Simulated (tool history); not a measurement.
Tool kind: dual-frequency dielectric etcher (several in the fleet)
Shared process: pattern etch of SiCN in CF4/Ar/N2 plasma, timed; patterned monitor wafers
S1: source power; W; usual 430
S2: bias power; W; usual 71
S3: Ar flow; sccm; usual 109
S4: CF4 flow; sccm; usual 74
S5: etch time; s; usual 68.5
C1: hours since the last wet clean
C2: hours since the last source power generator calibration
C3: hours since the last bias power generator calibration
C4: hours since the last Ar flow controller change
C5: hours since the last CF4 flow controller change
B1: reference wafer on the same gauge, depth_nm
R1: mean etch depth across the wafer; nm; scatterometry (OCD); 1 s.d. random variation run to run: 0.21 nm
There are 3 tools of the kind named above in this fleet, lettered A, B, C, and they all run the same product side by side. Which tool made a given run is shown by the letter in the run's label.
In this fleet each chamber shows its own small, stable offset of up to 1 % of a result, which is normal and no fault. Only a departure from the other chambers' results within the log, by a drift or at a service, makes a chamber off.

run 1A day=0.217 | S1=430 S2=71 S3=109 S4=74 S5=68.5 | C1=331.2 C2=2894.9 C3=50.7 C4=93.3 C5=387.1 | B1=49.416 | R1=55.753
run 2B day=0.408 | S1=430 S2=71 S3=109 S4=74 S5=68.5 | C1=277.2 C2=775.0 C3=2702.7 C4=2305.1 C5=75.6 | B1=49.399 | R1=56.603
run 3C day=0.629 | S1=430 S2=71 S3=109 S4=74 S5=68.5 | C1=329.6 C2=2307.5 C3=1330.0 C4=4304.7 C5=3057.4 | B1=49.425 | R1=55.699
run 4B day=0.775 | S1=430 S2=71 S3=109 S4=74 S5=68.5 | C1=286.0 C2=783.8 C3=2711.5 C4=2313.9 C5=84.4 | B1=49.350 | R1=56.580
run 5C day=1.046 | S1=430 S2=71 S3=109 S4=74 S5=68.5 | C1=339.6 C2=2317.5 C3=1340.0 C4=4314.7 C5=3067.4 | B1=49.372 | R1=55.508
run 6A day=1.300 | S1=430 S2=87 S3=109 S4=74 S5=68.5 | C1=357.2 C2=2920.9 C3=76.7 C4=119.3 C5=413.1 | B1=49.409 | R1=59.759
run 7B day=1.458 | S1=430 S2=87 S3=109 S4=74 S5=68.5 | C1=302.4 C2=800.2 C3=2727.9 C4=2330.3 C5=100.8 | B1=49.440 | R1=60.783
run 8A day=1.692 | S1=430 S2=87 S3=109 S4=74 S5=68.5 | C1=366.6 C2=2930.3 C3=86.1 C4=128.7 C5=422.5 | B1=49.394 | R1=59.853
run 9C day=1.833 | S1=430 S2=71 S3=109 S4=74 S5=68.5 | C1=358.5 C2=2336.4 C3=1358.9 C4=4333.6 C5=3086.3 | B1=49.360 | R1=55.298
run 10C day=2.050 | S1=430 S2=71 S3=109 S4=74 S5=68.5 | C1=363.7 C2=2341.6 C3=1364.1 C4=4338.8 C5=3091.5 | B1=49.378 | R1=55.677
run 11B day=2.279 | S1=430 S2=71 S3=109 S4=74 S5=68.5 | C1=322.1 C2=819.9 C3=2747.6 C4=2350.0 C5=120.5 | B1=49.419 | R1=56.800
run 12A day=2.471 | S1=430 S2=71 S3=109 S4=74 S5=68.5 | C1=385.3 C2=2949.0 C3=104.8 C4=147.4 C5=441.2 | B1=49.403 | R1=55.806
run 13C day=2.654 | S1=430 S2=71 S3=109 S4=74 S5=68.5 | C1=378.2 C2=2356.1 C3=1378.6 C4=4353.3 C5=3106.0 | B1=49.429 | R1=55.553
run 14A day=2.846 | S1=430 S2=71 S3=109 S4=74 S5=68.5 | C1=394.3 C2=2958.0 C3=113.8 C4=156.4 C5=450.2 | B1=49.367 | R1=55.981
run 15B day=3.112 | S1=430 S2=71 S3=109 S4=74 S5=68.5 | C1=342.1 C2=839.9 C3=2767.6 C4=2370.0 C5=140.5 | B1=49.359 | R1=56.329
run 16A day=3.354 | S1=430 S2=71 S3=109 S4=74 S5=68.5 | C1=406.5 C2=2970.2 C3=126.0 C4=168.6 C5=462.4 | B1=49.427 | R1=55.857
run 17B day=3.629 | S1=430 S2=71 S3=109 S4=74 S5=68.5 | C1=354.5 C2=852.3 C3=2780.0 C4=2382.4 C5=152.9 | B1=49.392 | R1=56.748
run 18C day=3.925 | S1=390 S2=71 S3=109 S4=74 S5=78.5 | C1=408.7 C2=2386.6 C3=1409.1 C4=4383.8 C5=3136.5 | B1=49.392 | R1=58.699
run 19A day=4.158 | S1=390 S2=71 S3=109 S4=74 S5=78.5 | C1=425.8 C2=2989.5 C3=145.3 C4=187.9 C5=481.7 | B1=49.390 | R1=58.504
run 20C day=4.438 | S1=390 S2=71 S3=109 S4=74 S5=78.5 | C1=421.0 C2=2398.9 C3=1421.4 C4=4396.1 C5=3148.8 | B1=49.373 | R1=59.107
run 21B day=4.692 | S1=430 S2=71 S3=109 S4=74 S5=68.5 | C1=380.0 C2=877.8 C3=2805.5 C4=2407.9 C5=178.4 | B1=49.424 | R1=56.171
run 22C day=4.950 | S1=430 S2=71 S3=109 S4=74 S5=68.5 | C1=433.3 C2=2411.2 C3=1433.7 C4=4408.4 C5=3161.1 | B1=49.383 | R1=55.400
run 23B day=5.242 | S1=430 S2=71 S3=109 S4=74 S5=68.5 | C1=393.2 C2=891.0 C3=2818.7 C4=2421.1 C5=191.6 | B1=49.431 | R1=56.919
run 24A day=5.371 | S1=460 S2=77 S3=109 S4=74 S5=68.5 | C1=454.9 C2=3018.6 C3=174.4 C4=217.0 C5=510.8 | B1=49.408 | R1=60.815
run 25A day=5.583 | S1=460 S2=77 S3=109 S4=74 S5=68.5 | C1=460.0 C2=3023.7 C3=179.5 C4=222.1 C5=515.9 | B1=49.344 | R1=61.016
run 26B day=5.738 | S1=460 S2=77 S3=109 S4=74 S5=68.5 | C1=405.1 C2=902.9 C3=2830.6 C4=2433.0 C5=203.5 | B1=49.341 | R1=61.594
run 27C day=5.979 | S1=430 S2=71 S3=109 S4=74 S5=68.5 | C1=458.0 C2=2435.9 C3=1458.4 C4=4433.1 C5=3185.8 | B1=49.407 | R1=55.771
run 28A day=6.225 | S1=430 S2=71 S3=109 S4=74 S5=68.5 | C1=475.4 C2=3039.1 C3=194.9 C4=237.5 C5=531.3 | B1=49.350 | R1=55.775
run 29C day=6.412 | S1=430 S2=71 S3=109 S4=74 S5=68.5 | C1=468.4 C2=2446.3 C3=1468.8 C4=4443.5 C5=3196.2 | B1=49.417 | R1=55.621
run 30B day=6.604 | S1=430 S2=71 S3=109 S4=74 S5=68.5 | C1=425.9 C2=923.7 C3=2851.4 C4=2453.8 C5=224.3 | B1=49.372 | R1=56.698
run 31C day=6.892 | S1=430 S2=71 S3=109 S4=74 S5=68.5 | C1=479.9 C2=2457.8 C3=1480.3 C4=4455.0 C5=3207.7 | B1=49.422 | R1=55.763
run 32A day=7.154 | S1=430 S2=71 S3=109 S4=74 S5=68.5 | C1=497.7 C2=3061.4 C3=217.2 C4=259.8 C5=553.6 | B1=49.321 | R1=55.731
run 33B day=7.383 | S1=430 S2=71 S3=109 S4=74 S5=68.5 | C1=444.6 C2=942.4 C3=2870.1 C4=2472.5 C5=243.0 | B1=49.458 | R1=56.322
run 34A day=7.592 | S1=430 S2=71 S3=109 S4=74 S5=68.5 | C1=508.2 C2=3071.9 C3=227.7 C4=270.3 C5=564.1 | B1=49.379 | R1=55.630
run 35C day=7.792 | S1=430 S2=71 S3=109 S4=74 S5=68.5 | C1=501.5 C2=2479.4 C3=1501.9 C4=4476.6 C5=3229.3 | B1=49.411 | R1=55.995
run 36B day=7.933 | S1=430 S2=71 S3=109 S4=74 S5=68.5 | C1=457.8 C2=955.6 C3=2883.3 C4=2485.7 C5=256.2 | B1=49.410 | R1=56.369
run 37A day=8.167 | S1=430 S2=71 S3=109 S4=74 S5=68.5 | C1=522.0 C2=3085.7 C3=241.5 C4=284.1 C5=577.9 | B1=49.379 | R1=55.446
run 38B day=8.350 | S1=430 S2=71 S3=109 S4=74 S5=68.5 | C1=467.8 C2=965.6 C3=2893.3 C4=2495.7 C5=266.2 | B1=49.390 | R1=56.313
run 39C day=8.646 | S1=430 S2=71 S3=109 S4=74 S5=68.5 | C1=522.0 C2=2499.9 C3=1522.4 C4=4497.1 C5=3249.8 | B1=49.408 | R1=55.862

Next, all 3 chambers run the settings below, one line each with question marks for the results. What does each chamber give?
run 40A day=8.862 | S1=430 S2=71 S3=109 S4=74 S5=68.5 | R1=?
run 40B day=8.862 | S1=430 S2=71 S3=109 S4=74 S5=68.5 | R1=?
run 40C day=8.862 | S1=430 S2=71 S3=109 S4=74 S5=68.5 | R1=?

run=40A R1=55.718
run=40B R1=56.766
run=40C R1=55.585
